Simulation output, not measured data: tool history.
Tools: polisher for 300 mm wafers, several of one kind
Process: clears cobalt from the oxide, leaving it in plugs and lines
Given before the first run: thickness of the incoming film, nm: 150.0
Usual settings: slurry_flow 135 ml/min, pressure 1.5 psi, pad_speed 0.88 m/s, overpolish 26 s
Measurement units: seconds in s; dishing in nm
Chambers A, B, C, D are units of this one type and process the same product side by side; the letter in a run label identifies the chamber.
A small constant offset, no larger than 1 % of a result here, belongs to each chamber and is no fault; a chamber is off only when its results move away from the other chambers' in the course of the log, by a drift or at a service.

| run | hour | slurry_flow | pressure | pad_speed | overpolish | wafers polished on this pad | hours since the slurry nozzle was cleaned | hours since the head pressure was calibrated | seconds | dishing |
|---|---|---|---|---|---|---|---|---|---|---|
| 1C | 11.2 | 135 | 1.5 | 0.88 | 26 | 136 | 99.6 | 841.0 | 37.428 | 48.627 |
| 2A | 18.3 | 135 | 1.5 | 0.88 | 26 | 449 | 86.8 | 157.9 | 37.596 | 49.526 |
| 3B | 27.5 | 135 | 1.5 | 0.88 | 26 | 1007 | 691.7 | 165.3 | 39.035 | 49.601 |
| 4D | 38.6 | 135 | 1.5 | 0.88 | 26 | 406 | 148.6 | 208.6 | 37.751 | 48.890 |
| 5B | 43.6 | 135 | 1.5 | 0.88 | 26 | 1175 | 707.8 | 181.4 | 37.677 | 48.800 |
|  | 49.5 | chamber A: worn pad replaced by a new one |
| 6C | 50.3 | 135 | 1.5 | 0.88 | 26 | 546 | 138.7 | 880.1 | 37.642 | 49.697 |
|  | 54.2 | chamber C: worn pad replaced by a new one |
|  | 57.6 | chamber B: worn pad replaced by a new one |
| 7A | 58.1 | 135 | 1.5 | 0.88 | 26 | 90 | 126.6 | 197.7 | 36.899 | 47.843 |
|  | 64.1 | chamber D: worn pad replaced by a new one |
| 8D | 65.2 | 135 | 1.5 | 0.88 | 26 | 12 | 175.2 | 235.2 | 37.127 | 49.764 |
| 9C | 73.1 | 135 | 1.5 | 0.88 | 26 | 198 | 161.5 | 902.9 | 36.908 | 48.222 |
|  | 73.5 | chamber B: slurry nozzle cleaned |
| 10D | 78.3 | 135 | 1.5 | 0.88 | 26 | 149 | 188.3 | 248.3 | 37.296 | 49.862 |
| 11A | 84.7 | 135 | 1.5 | 0.88 | 26 | 368 | 153.2 | 224.3 | 37.668 | 49.475 |
| 12B | 94.7 | 135 | 1.5 | 0.88 | 26 | 389 | 21.3 | 232.5 | 37.916 | 48.944 |
| 13D | 99.6 | 135 | 1.5 | 0.88 | 26 | 373 | 209.6 | 269.6 | 39.190 | 49.066 |
| 14A | 107.4 | 135 | 1.5 | 0.88 | 26 | 606 | 175.9 | 247.0 | 37.572 | 49.782 |
|  | 111.2 | chamber A: worn pad replaced by a new one |
| 15C | 115.1 | 135 | 1.5 | 0.88 | 26 | 638 | 203.5 | 944.9 | 37.217 | 49.085 |
|  | 121.5 | chamber C: worn pad replaced by a new one |
| 16B | 125.5 | 135 | 1.5 | 0.88 | 26 | 712 | 52.1 | 263.3 | 38.639 | 50.210 |
|  | 133.6 | chamber D: worn pad replaced by a new one |
| 17D | 135.7 | 135 | 1.5 | 0.88 | 26 | 22 | 245.7 | 305.7 | 38.209 | 49.193 |
| 18C | 144.9 | 135 | 1.5 | 0.88 | 26 | 246 | 233.3 | 974.7 | 37.324 | 48.657 |
| 19B | 154.5 | 135 | 1.5 | 0.88 | 26 | 1016 | 81.1 | 292.3 | 39.429 | 49.227 |
| 20A | 161.0 | 135 | 1.5 | 0.88 | 26 | 522 | 229.5 | 300.6 | 37.866 | 49.708 |
| 21A | 168.0 | 135 | 1.5 | 0.88 | 26 | 595 | 236.5 | 307.6 | 38.304 | 49.824 |
|  | 168.9 | chamber A: slurry nozzle cleaned |
|  | 170.6 | chamber A: worn pad replaced by a new one |
|  | 173.3 | chamber D: slurry nozzle cleaned |
| 22B | 173.3 | 135 | 1.5 | 0.88 | 26 | 1213 | 99.9 | 311.1 | 36.164 | 50.358 |
| 23D | 184.3 | 170 | 1.5 | 1.10 | 26 | 531 | 11.1 | 354.3 | 28.956 | 53.012 |
|  | 184.8 | chamber B: worn pad replaced by a new one |
|  | 189.4 | chamber C: worn pad replaced by a new one |
|  | 193.6 | chamber D: worn pad replaced by a new one |
| 24C | 193.9 | 170 | 1.5 | 1.10 | 26 | 47 | 282.3 | 1023.7 | 29.399 | 52.962 |
| 25B | 205.0 | 170 | 1.5 | 1.10 | 26 | 212 | 131.6 | 342.8 | 29.578 | 54.007 |
| 26D | 214.9 | 170 | 1.5 | 1.10 | 26 | 223 | 41.7 | 384.9 | 28.616 | 54.557 |
| 27C | 221.0 | 135 | 1.5 | 1.06 | 26 | 331 | 309.4 | 1050.8 | 31.235 | 51.466 |
| 28A | 226.8 | 135 | 1.5 | 1.06 | 26 | 589 | 58.0 | 366.4 | 31.020 | 52.979 |
| 29D | 234.9 | 135 | 1.5 | 1.06 | 26 | 433 | 61.7 | 404.9 | 30.062 | 52.955 |
|  | 237.1 | chamber A: worn pad replaced by a new one |
| 30A | 244.1 | 135 | 1.5 | 1.06 | 26 | 73 | 75.3 | 383.7 | 30.929 | 51.912 |
|  | 245.3 | chamber C: worn pad replaced by a new one |
| 31B | 252.5 | 135 | 1.5 | 0.88 | 26 | 710 | 179.1 | 390.3 | 39.170 | 49.690 |
| 32C | 259.2 | 135 | 1.5 | 0.88 | 26 | 146 | 347.6 | 1089.0 | 39.224 | 48.709 |
|  | 264.0 | chamber D: worn pad replaced by a new one |
| 33A | 267.1 | 135 | 1.5 | 0.88 | 26 | 314 | 98.3 | 406.7 | 39.075 | 48.299 |
| 34B | 277.2 | 135 | 1.5 | 0.88 | 26 | 969 | 203.8 | 415.0 | 37.778 | 49.737 |
|  | 284.0 | chamber B: worn pad replaced by a new one |
| 35D | 284.8 | 135 | 1.5 | 0.88 | 26 | 218 | 111.6 | 454.8 | 37.960 | 50.089 |
| 36C | 291.3 | 135 | 1.5 | 0.88 | 26 | 482 | 379.7 | 1121.1 | 37.826 | 48.117 |
| 37C | 297.5 | 135 | 1.5 | 0.88 | 26 | 547 | 385.9 | 1127.3 | 36.401 | 48.631 |
|  | 297.8 | chamber A: worn pad replaced by a new one |
| 38D | 305.4 | 135 | 1.5 | 0.88 | 26 | 434 | 132.2 | 475.4 | 38.357 | 50.247 |
| 39A | 311.2 | 135 | 1.7 | 0.60 | 26 | 141 | 142.4 | 450.8 | 48.677 | 44.097 |
|  | 317.0 | chamber B: head pressure recalibrated |
| 40B | 320.4 | 135 | 1.7 | 0.60 | 26 | 381 | 247.0 | 3.4 | 49.621 | 43.981 |

Which is it: a chamber that has drifted or been left off by a service, a gauge drift common to all chambers, or only each chamber's usual small offset? If a chamber is off, name it and its likeliest cause.

No chamber is off and the gauge is stable; the differences are just each chamber's small, constant offset.
